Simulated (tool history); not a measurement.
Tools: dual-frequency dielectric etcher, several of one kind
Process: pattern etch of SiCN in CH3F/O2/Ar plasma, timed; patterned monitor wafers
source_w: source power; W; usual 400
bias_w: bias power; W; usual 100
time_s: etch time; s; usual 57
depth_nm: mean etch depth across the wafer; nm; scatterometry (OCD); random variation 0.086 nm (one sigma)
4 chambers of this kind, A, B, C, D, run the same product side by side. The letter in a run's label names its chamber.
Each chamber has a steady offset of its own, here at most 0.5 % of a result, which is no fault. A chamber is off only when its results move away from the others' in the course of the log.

run,hour,source_w,bias_w,time_s,"read-back reference wafer on the same gauge, depth_nm",depth_nm
1C,13.5,400,100,57,28.878,24.103
2A,28.1,400,100,57,28.914,24.268
3B,36.6,400,100,57,28.892,24.156
4D,52.1,400,100,57,28.933,24.143
5C,67.3,400,100,57,28.905,24.107
6B,74.7,400,100,57,28.891,24.150
7A,88.1,400,100,57,28.893,24.233
8D,99.5,400,100,57,28.889,24.188
9D,115.7,400,100,57,28.897,24.199
10A,124.3,400,100,57,28.902,24.237
# hour 129.0: chamber D: source power generator calibrated
11B,140.1,490,100,57,28.900,26.020
12C,154.9,490,100,57,28.908,25.857
13C,165.9,490,100,57,28.915,25.857
14A,176.7,490,100,57,28.885,26.063
15B,192.5,400,100,57,28.939,24.039
16D,203.1,400,100,57,28.914,24.088
17D,211.3,400,100,57,28.918,24.259
# hour 213.7: chamber A: wet clean of the chamber
18A,220.3,400,90,45,28.883,18.467
19C,231.1,400,90,45,28.870,17.993
20B,243.3,400,90,45,28.911,18.313
21C,253.0,400,90,45,28.918,18.102
22D,267.0,400,100,57,28.887,24.116
# hour 268.0: chamber D: wet clean of the chamber
23A,274.3,400,100,57,28.916,24.213
24B,288.2,400,91,65,28.893,26.383
25D,304.7,400,91,65,28.887,26.541
26A,312.5,400,91,65,28.902,26.611
27B,328.7,400,91,65,28.918,26.685
# hour 330.9: chamber B: bias power generator calibrated
# hour 339.7: chamber B: wet clean of the chamber
28C,341.8,400,100,57,28.878,23.793
29C,357.2,400,100,57,28.906,23.700
30A,369.8,400,100,57,28.895,24.324
31D,384.7,400,100,57,28.913,24.004
32B,391.8,400,100,57,28.889,24.023
33C,407.3,470,100,57,28.904,24.968
34A,418.9,470,100,57,28.908,25.862
35B,427.9,470,100,57,28.913,25.876
36D,435.3,470,100,57,28.882,25.716
37C,442.8,400,100,57,28.907,23.586
38A,450.6,400,111,57,28.900,25.187

All 4 chambers run these settings next. Forecast each chamber's results:
39A,462.5,400,100,57,,?
39B,462.5,400,100,57,,?
39C,462.5,400,100,57,,?
39D,462.5,400,100,57,,?

run,depth_nm
39A,24.270
39B,24.153
39C,23.458
39D,24.198
